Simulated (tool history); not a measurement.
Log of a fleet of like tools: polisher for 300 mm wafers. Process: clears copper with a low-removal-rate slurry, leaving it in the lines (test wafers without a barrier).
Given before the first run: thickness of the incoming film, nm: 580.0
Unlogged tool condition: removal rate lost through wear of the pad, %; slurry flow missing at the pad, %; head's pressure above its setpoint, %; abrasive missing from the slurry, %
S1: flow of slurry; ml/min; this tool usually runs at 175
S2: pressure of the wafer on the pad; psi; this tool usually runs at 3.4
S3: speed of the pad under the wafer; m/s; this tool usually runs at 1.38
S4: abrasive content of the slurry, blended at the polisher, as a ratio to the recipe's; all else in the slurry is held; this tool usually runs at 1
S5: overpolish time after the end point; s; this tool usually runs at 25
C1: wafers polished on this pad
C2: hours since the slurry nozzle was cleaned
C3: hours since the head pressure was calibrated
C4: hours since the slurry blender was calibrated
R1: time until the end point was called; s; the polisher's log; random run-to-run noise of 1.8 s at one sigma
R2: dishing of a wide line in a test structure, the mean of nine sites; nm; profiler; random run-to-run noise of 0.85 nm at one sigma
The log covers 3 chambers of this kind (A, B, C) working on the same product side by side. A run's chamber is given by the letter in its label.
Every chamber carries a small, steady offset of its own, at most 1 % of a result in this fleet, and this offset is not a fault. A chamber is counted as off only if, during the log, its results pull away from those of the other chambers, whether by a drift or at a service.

| run | hour | S1 | S2 | S3 | S4 | S5 | C1 | C2 | C3 | C4 | R1 | R2 |
|---|---|---|---|---|---|---|---|---|---|---|---|---|
| 1B | 8.0 | 175 | 3.4 | 1.38 | 1 | 25 | 924 | 180.2 | 24.7 | 227.0 | 134.51 | 66.397 |
| 2C | 21.1 | 175 | 3.4 | 1.38 | 1 | 25 | 588 | 717.3 | 343.3 | 253.1 | 133.77 | 67.944 |
|  | 31.7 | chamber A: worn pad replaced by a new one |
| 3A | 32.8 | 175 | 3.4 | 1.38 | 1 | 25 | 8 | 196.7 | 1188.1 | 133.4 | 130.74 | 67.346 |
| 4B | 39.8 | 175 | 3.4 | 1.38 | 1 | 25 | 1152 | 212.0 | 56.5 | 258.8 | 135.63 | 66.232 |
| 5C | 51.8 | 175 | 3.4 | 1.38 | 1 | 25 | 808 | 748.0 | 374.0 | 283.8 | 134.94 | 64.197 |
| 6A | 61.3 | 175 | 3.4 | 1.38 | 1 | 25 | 212 | 225.2 | 1216.6 | 161.9 | 131.60 | 67.189 |
|  | 62.6 | chamber A: slurry nozzle cleaned |
|  | 68.7 | chamber B: slurry nozzle cleaned |
| 7A | 72.1 | 175 | 3.4 | 1.38 | 1 | 25 | 289 | 9.6 | 1227.4 | 172.7 | 129.88 | 66.660 |
| 8C | 85.9 | 175 | 3.4 | 1.38 | 1 | 25 | 1052 | 782.1 | 408.1 | 317.9 | 137.88 | 66.272 |
| 9B | 93.4 | 175 | 3.4 | 1.38 | 1 | 25 | 1536 | 24.7 | 110.1 | 312.4 | 137.84 | 62.837 |
|  | 103.2 | chamber C: slurry blender recalibrated |
| 10B | 103.4 | 175 | 3.4 | 1.38 | 1 | 25 | 1608 | 34.7 | 120.1 | 322.4 | 140.56 | 63.905 |
|  | 108.5 | chamber C: worn pad replaced by a new one |
| 11A | 109.7 | 175 | 3.4 | 1.38 | 1 | 25 | 559 | 47.2 | 1265.0 | 210.3 | 133.96 | 66.540 |
| 12C | 116.8 | 175 | 3.4 | 1.38 | 1 | 25 | 59 | 813.0 | 439.0 | 13.6 | 133.23 | 66.972 |
|  | 123.3 | chamber B: slurry blender recalibrated |
| 13A | 127.5 | 175 | 3.4 | 1.38 | 1 | 25 | 687 | 65.0 | 1282.8 | 228.1 | 127.70 | 67.451 |
| 14C | 141.3 | 175 | 3.4 | 1.38 | 1 | 25 | 235 | 837.5 | 463.5 | 38.1 | 135.74 | 66.139 |
| 15B | 153.4 | 175 | 3.4 | 1.38 | 1 | 25 | 1966 | 84.7 | 170.1 | 30.1 | 145.20 | 62.562 |
| 16C | 163.6 | 175 | 3.4 | 1.38 | 1 | 25 | 395 | 859.8 | 485.8 | 60.4 | 132.00 | 67.614 |
| 17B | 174.7 | 175 | 2.6 | 1.38 | 1 | 25 | 2119 | 106.0 | 191.4 | 51.4 | 189.19 | 50.282 |
| 18A | 186.7 | 175 | 2.6 | 1.38 | 1 | 25 | 1111 | 124.2 | 1342.0 | 287.3 | 171.91 | 54.631 |
|  | 188.5 | chamber A: slurry blender recalibrated |
| 19A | 193.1 | 175 | 2.6 | 1.38 | 1 | 25 | 1157 | 130.6 | 1348.4 | 4.7 | 177.08 | 53.162 |
| 20C | 203.3 | 175 | 2.8 | 1.38 | 1 | 32 | 679 | 899.5 | 525.5 | 100.1 | 163.60 | 67.664 |
| 21B | 209.5 | 175 | 2.8 | 1.38 | 1 | 32 | 2368 | 140.8 | 226.2 | 86.2 | 181.43 | 62.428 |
| 22B | 223.2 | 175 | 2.8 | 1.38 | 1 | 32 | 2466 | 154.5 | 239.9 | 99.9 | 184.11 | 62.515 |

Each of the 3 chambers runs these same settings next. Fill in every chamber's results:
| 23A | 233.2 | 175 | 3.4 | 1.12 | 1 | 25 |  |  |  |  | ? | ? |
| 23B | 233.2 | 175 | 3.4 | 1.12 | 1 | 25 |  |  |  |  | ? | ? |
| 23C | 233.2 | 175 | 3.4 | 1.12 | 1 | 25 |  |  |  |  | ? | ? |

| run | R1 | R2 |
|---|---|---|
| 23A | 165.27 | 55.966 |
| 23B | 187.51 | 51.354 |
| 23C | 164.30 | 56.787 |

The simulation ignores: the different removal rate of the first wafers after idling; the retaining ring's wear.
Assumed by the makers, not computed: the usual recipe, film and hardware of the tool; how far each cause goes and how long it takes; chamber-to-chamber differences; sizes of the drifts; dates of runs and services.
